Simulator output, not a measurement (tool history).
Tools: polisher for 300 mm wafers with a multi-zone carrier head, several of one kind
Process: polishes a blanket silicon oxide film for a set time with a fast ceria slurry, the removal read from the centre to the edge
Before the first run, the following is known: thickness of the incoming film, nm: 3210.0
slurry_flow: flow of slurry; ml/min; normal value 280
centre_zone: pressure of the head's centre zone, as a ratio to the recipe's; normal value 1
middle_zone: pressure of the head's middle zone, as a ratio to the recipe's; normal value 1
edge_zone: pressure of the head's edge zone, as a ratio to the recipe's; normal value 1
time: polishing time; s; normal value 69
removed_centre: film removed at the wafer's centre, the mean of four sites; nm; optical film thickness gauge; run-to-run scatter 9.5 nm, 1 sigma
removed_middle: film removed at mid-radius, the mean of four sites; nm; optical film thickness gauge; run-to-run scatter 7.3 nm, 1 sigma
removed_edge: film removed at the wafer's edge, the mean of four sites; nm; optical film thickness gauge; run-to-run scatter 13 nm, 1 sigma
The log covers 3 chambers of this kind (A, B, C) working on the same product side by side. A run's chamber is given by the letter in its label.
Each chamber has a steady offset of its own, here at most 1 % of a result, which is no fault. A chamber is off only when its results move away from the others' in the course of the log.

Run 1A, hour 3.6: usual settings. Result: removed_centre 1048 nm, removed_middle 1050.5 nm, removed_edge 1048.1 nm.
Run 2C, hour 10.6: usual settings. Result: removed_centre 1032.4 nm, removed_middle 1043.3 nm, removed_edge 1067.5 nm.
Run 3B, hour 17.9: usual settings. Result: removed_centre 1032.7 nm, removed_middle 1052.9 nm, removed_edge 1045.2 nm.
Run 4A, hour 25.7: usual settings. Result: removed_centre 1034.6 nm, removed_middle 1042.9 nm, removed_edge 1037.6 nm.
Run 5C, hour 32.4: usual settings. Result: removed_centre 1040.5 nm, removed_middle 1028 nm, removed_edge 1054.9 nm.
Run 6B, hour 39.2: usual settings. Result: removed_centre 1056.2 nm, removed_middle 1042.1 nm, removed_edge 1011.5 nm.
At hour 41: chamber A: worn pad replaced by a new one.
Run 7C, hour 46: usual settings. Result: removed_centre 1039.4 nm, removed_middle 1042.1 nm, removed_edge 1030.8 nm.
Run 8B, hour 49.7: usual settings. Result: removed_centre 1066.7 nm, removed_middle 1050.2 nm, removed_edge 1040.2 nm.
At hour 53.6: chamber A: centre zone pressure recalibrated.
Run 9A, hour 53.6: usual settings. Result: removed_centre 950.37 nm, removed_middle 1021 nm, removed_edge 1037.4 nm.
At hour 57.5: chamber C: worn pad replaced by a new one.
At hour 58.3: chamber B: worn pad replaced by a new one.
Run 10C, hour 58.4: usual settings. Result: removed_centre 1031.6 nm, removed_middle 1040.7 nm, removed_edge 1041 nm.
Run 11A, hour 64.6: usual settings. Result: removed_centre 935.08 nm, removed_middle 1050.6 nm, removed_edge 1031.9 nm.
At hour 65: chamber A: edge zone pressure recalibrated.
Run 12B, hour 72.4: usual settings. Result: removed_centre 1053 nm, removed_middle 1023 nm, removed_edge 1054.2 nm.
Run 13C, hour 78.5: usual settings. Result: removed_centre 1037 nm, removed_middle 1031.5 nm, removed_edge 1042 nm.
Run 14A, hour 85.1: usual settings. Result: removed_centre 943.09 nm, removed_middle 1053 nm, removed_edge 1065.6 nm.
Run 15B, hour 89.2: usual settings but middle_zone 1.11, time 47 s. Result: removed_centre 716.64 nm, removed_middle 791.54 nm, removed_edge 711.24 nm.
Run 16B, hour 97.2: usual settings but middle_zone 1.11, time 47 s. Result: removed_centre 708.51 nm, removed_middle 783.11 nm, removed_edge 712.78 nm.
Run 17A, hour 103.6: usual settings but middle_zone 1.11, time 47 s. Result: removed_centre 640.58 nm, removed_middle 781.48 nm, removed_edge 708.19 nm.
Run 18C, hour 110.8: usual settings. Result: removed_centre 1034.9 nm, removed_middle 1047 nm, removed_edge 1048.1 nm.
Run 19C, hour 115.2: usual settings. Result: removed_centre 1039.4 nm, removed_middle 1033.3 nm, removed_edge 1051.7 nm.
Run 20B, hour 119.8: usual settings. Result: removed_centre 1053 nm, removed_middle 1023.1 nm, removed_edge 1045.3 nm.
Run 21A, hour 127.9: usual settings. Result: removed_centre 948.65 nm, removed_middle 1050.8 nm, removed_edge 1040.2 nm.

Each of the 3 chambers runs these same settings next. Fill in every chamber's results:
Run 22A, hour 133.7: usual settings but slurry_flow 315 ml/min. Result: removed_centre ?, removed_middle ?, removed_edge ?.
Run 22B, hour 133.7: usual settings but slurry_flow 315 ml/min. Result: removed_centre ?, removed_middle ?, removed_edge ?.
Run 22C, hour 133.7: usual settings but slurry_flow 315 ml/min. Result: removed_centre ?, removed_middle ?, removed_edge ?.

run  removed_centre  removed_middle  removed_edge
22A          955.51          1043.8        1029.3
22B            1042          1039.1          1037
22C          1045.4          1062.3        1050.6
